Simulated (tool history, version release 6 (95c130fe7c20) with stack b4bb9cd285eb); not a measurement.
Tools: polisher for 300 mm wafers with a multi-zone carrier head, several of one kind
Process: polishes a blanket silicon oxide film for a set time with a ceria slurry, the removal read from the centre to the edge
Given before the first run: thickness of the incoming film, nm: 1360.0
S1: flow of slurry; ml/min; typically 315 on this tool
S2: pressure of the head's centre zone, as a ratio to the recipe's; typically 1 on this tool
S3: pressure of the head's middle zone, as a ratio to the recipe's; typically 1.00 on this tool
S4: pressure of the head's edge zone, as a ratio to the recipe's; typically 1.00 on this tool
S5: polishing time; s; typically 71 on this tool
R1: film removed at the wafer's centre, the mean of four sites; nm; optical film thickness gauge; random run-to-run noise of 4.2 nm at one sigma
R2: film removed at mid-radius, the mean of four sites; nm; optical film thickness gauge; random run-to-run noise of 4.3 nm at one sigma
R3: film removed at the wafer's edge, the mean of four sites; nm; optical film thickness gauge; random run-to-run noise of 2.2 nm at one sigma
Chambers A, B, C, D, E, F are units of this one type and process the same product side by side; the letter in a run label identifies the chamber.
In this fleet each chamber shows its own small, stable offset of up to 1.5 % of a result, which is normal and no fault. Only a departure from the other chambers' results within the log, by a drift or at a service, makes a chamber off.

| run | hour | S1 | S2 | S3 | S4 | S5 | R1 | R2 | R3 |
|---|---|---|---|---|---|---|---|---|---|
| 1F | 4.3 | 315 | 1 | 1.00 | 1.00 | 71 | 330.27 | 326.58 | 330.36 |
| 2D | 8.2 | 315 | 1 | 1.00 | 1.00 | 71 | 330.79 | 332.98 | 335.19 |
|  | 9.5 | chamber A: edge zone pressure recalibrated |
| 3B | 15.8 | 315 | 1 | 1.00 | 1.00 | 71 | 329.16 | 334.17 | 332.44 |
| 4E | 23.2 | 315 | 1 | 1.00 | 1.00 | 71 | 345.28 | 339.26 | 330.37 |
| 5C | 30.0 | 315 | 1 | 1.00 | 1.00 | 71 | 340.02 | 329.74 | 331.93 |
| 6A | 38.9 | 315 | 1 | 1.00 | 1.00 | 71 | 334.86 | 334.53 | 331.34 |
|  | 40.6 | chamber A: worn pad replaced by a new one |
| 7A | 43.2 | 315 | 1 | 1.00 | 1.00 | 71 | 337.67 | 333.84 | 330.15 |
| 8D | 47.6 | 315 | 1 | 1.00 | 1.00 | 71 | 330.84 | 330.23 | 331.65 |
|  | 49.2 | chamber C: worn pad replaced by a new one |
|  | 53.9 | chamber F: slurry nozzle cleaned |
| 9C | 55.3 | 315 | 1 | 1.00 | 1.00 | 71 | 330.80 | 328.09 | 334.29 |
|  | 57.1 | chamber D: slurry nozzle cleaned |
| 10E | 60.3 | 315 | 1 | 1.00 | 1.00 | 71 | 328.66 | 332.15 | 323.81 |
|  | 66.6 | chamber D: worn pad replaced by a new one |
| 11B | 67.4 | 315 | 1 | 1.00 | 1.00 | 71 | 333.21 | 331.61 | 331.07 |
|  | 67.8 | chamber F: worn pad replaced by a new one |
| 12F | 74.8 | 315 | 1 | 1.00 | 1.00 | 71 | 336.22 | 333.20 | 337.12 |
| 13F | 80.1 | 315 | 1 | 1.00 | 1.00 | 71 | 334.70 | 325.71 | 335.14 |
|  | 83.3 | chamber C: centre zone pressure recalibrated |
|  | 85.4 | chamber B: worn pad replaced by a new one |
| 14E | 85.4 | 315 | 1 | 1.00 | 1.00 | 71 | 333.22 | 332.46 | 331.66 |
| 15A | 91.1 | 315 | 1 | 1.00 | 1.00 | 71 | 332.08 | 328.05 | 337.32 |
| 16B | 97.0 | 315 | 1 | 1.00 | 1.00 | 71 | 341.67 | 334.83 | 334.73 |
| 17C | 100.9 | 315 | 1 | 1.00 | 1.00 | 71 | 377.06 | 330.12 | 331.38 |
|  | 101.1 | chamber E: worn pad replaced by a new one |
| 18D | 109.5 | 315 | 1 | 1.00 | 1.00 | 71 | 329.84 | 330.43 | 333.27 |
| 19F | 118.3 | 315 | 1 | 1.00 | 1.00 | 71 | 334.06 | 324.96 | 330.43 |
| 20D | 122.3 | 315 | 1 | 1.00 | 1.00 | 71 | 332.23 | 329.43 | 333.53 |
| 21E | 126.9 | 315 | 1 | 1.00 | 1.00 | 71 | 336.49 | 342.64 | 329.04 |
| 22B | 130.9 | 315 | 1 | 1.00 | 1.00 | 71 | 336.84 | 337.18 | 336.58 |
| 23C | 135.3 | 315 | 1 | 1.00 | 0.89 | 71 | 375.67 | 325.71 | 311.39 |
|  | 139.3 | chamber A: worn pad replaced by a new one |
| 24A | 142.2 | 315 | 1 | 1.00 | 0.89 | 71 | 335.33 | 330.86 | 313.50 |
| 25D | 146.5 | 315 | 1 | 1.00 | 0.89 | 71 | 334.04 | 329.13 | 314.47 |
| 26F | 154.8 | 315 | 1 | 1.00 | 0.89 | 71 | 332.89 | 321.09 | 314.29 |
| 27E | 161.7 | 315 | 1 | 1.00 | 0.89 | 71 | 338.64 | 338.88 | 310.35 |
|  | 165.7 | chamber D: worn pad replaced by a new one |
| 28C | 167.0 | 315 | 1 | 1.00 | 0.89 | 71 | 384.22 | 331.66 | 312.39 |
| 29B | 172.7 | 315 | 1 | 1.00 | 1.00 | 71 | 332.80 | 336.06 | 336.78 |
| 30A | 178.8 | 315 | 1 | 1.00 | 1.00 | 71 | 339.32 | 341.86 | 335.90 |
| 31B | 186.0 | 315 | 1 | 1.00 | 1.00 | 71 | 338.53 | 335.43 | 335.17 |
|  | 191.7 | chamber F: edge zone pressure recalibrated |
| 32E | 194.0 | 315 | 1 | 1.00 | 1.00 | 71 | 332.49 | 331.87 | 330.00 |
|  | 194.7 | chamber F: worn pad replaced by a new one |
| 33D | 200.0 | 315 | 1 | 1.00 | 1.00 | 71 | 336.62 | 335.68 | 332.68 |
|  | 201.1 | chamber E: slurry nozzle cleaned |
| 34C | 208.6 | 315 | 1 | 1.00 | 1.00 | 71 | 369.94 | 328.60 | 333.11 |
| 35F | 214.1 | 315 | 1 | 1.00 | 1.00 | 71 | 339.28 | 329.06 | 333.14 |
| 36A | 222.6 | 315 | 1 | 1.00 | 1.00 | 71 | 333.96 | 338.07 | 335.00 |
|  | 226.4 | chamber C: worn pad replaced by a new one |
| 37A | 226.8 | 315 | 1 | 1.00 | 1.00 | 71 | 327.02 | 340.36 | 336.41 |
| 38C | 230.9 | 315 | 1 | 1.00 | 1.00 | 71 | 377.69 | 321.49 | 334.26 |
| 39E | 236.3 | 315 | 1 | 1.00 | 1.00 | 71 | 331.83 | 341.48 | 327.97 |
| 40D | 241.8 | 315 | 1 | 1.00 | 1.00 | 71 | 326.90 | 330.56 | 333.22 |
| 41F | 249.2 | 315 | 1 | 1.07 | 1.00 | 86 | 398.07 | 414.52 | 401.73 |
| 42B | 256.4 | 315 | 1 | 1.07 | 1.00 | 86 | 416.01 | 423.96 | 407.65 |
| 43D | 260.4 | 315 | 1 | 1.07 | 1.00 | 86 | 406.13 | 421.09 | 404.32 |
| 44C | 267.4 | 315 | 1 | 1.07 | 1.00 | 86 | 459.46 | 432.02 | 404.64 |

All 6 chambers run these settings next. Forecast each chamber's results:
| 45A | 273.9 | 315 | 1 | 1.00 | 1.00 | 71 | ? | ? | ? |
| 45B | 273.9 | 315 | 1 | 1.00 | 1.00 | 71 | ? | ? | ? |
| 45C | 273.9 | 315 | 1 | 1.00 | 1.00 | 71 | ? | ? | ? |
| 45D | 273.9 | 315 | 1 | 1.00 | 1.00 | 71 | ? | ? | ? |
| 45E | 273.9 | 315 | 1 | 1.00 | 1.00 | 71 | ? | ? | ? |
| 45F | 273.9 | 315 | 1 | 1.00 | 1.00 | 71 | ? | ? | ? |

| run | R1 | R2 | R3 |
|---|---|---|---|
| 45A | 337.26 | 340.77 | 335.56 |
| 45B | 336.66 | 337.46 | 333.63 |
| 45C | 381.29 | 330.36 | 331.45 |
| 45D | 328.46 | 322.03 | 333.79 |
| 45E | 334.78 | 334.80 | 332.18 |
| 45F | 334.91 | 333.50 | 331.24 |
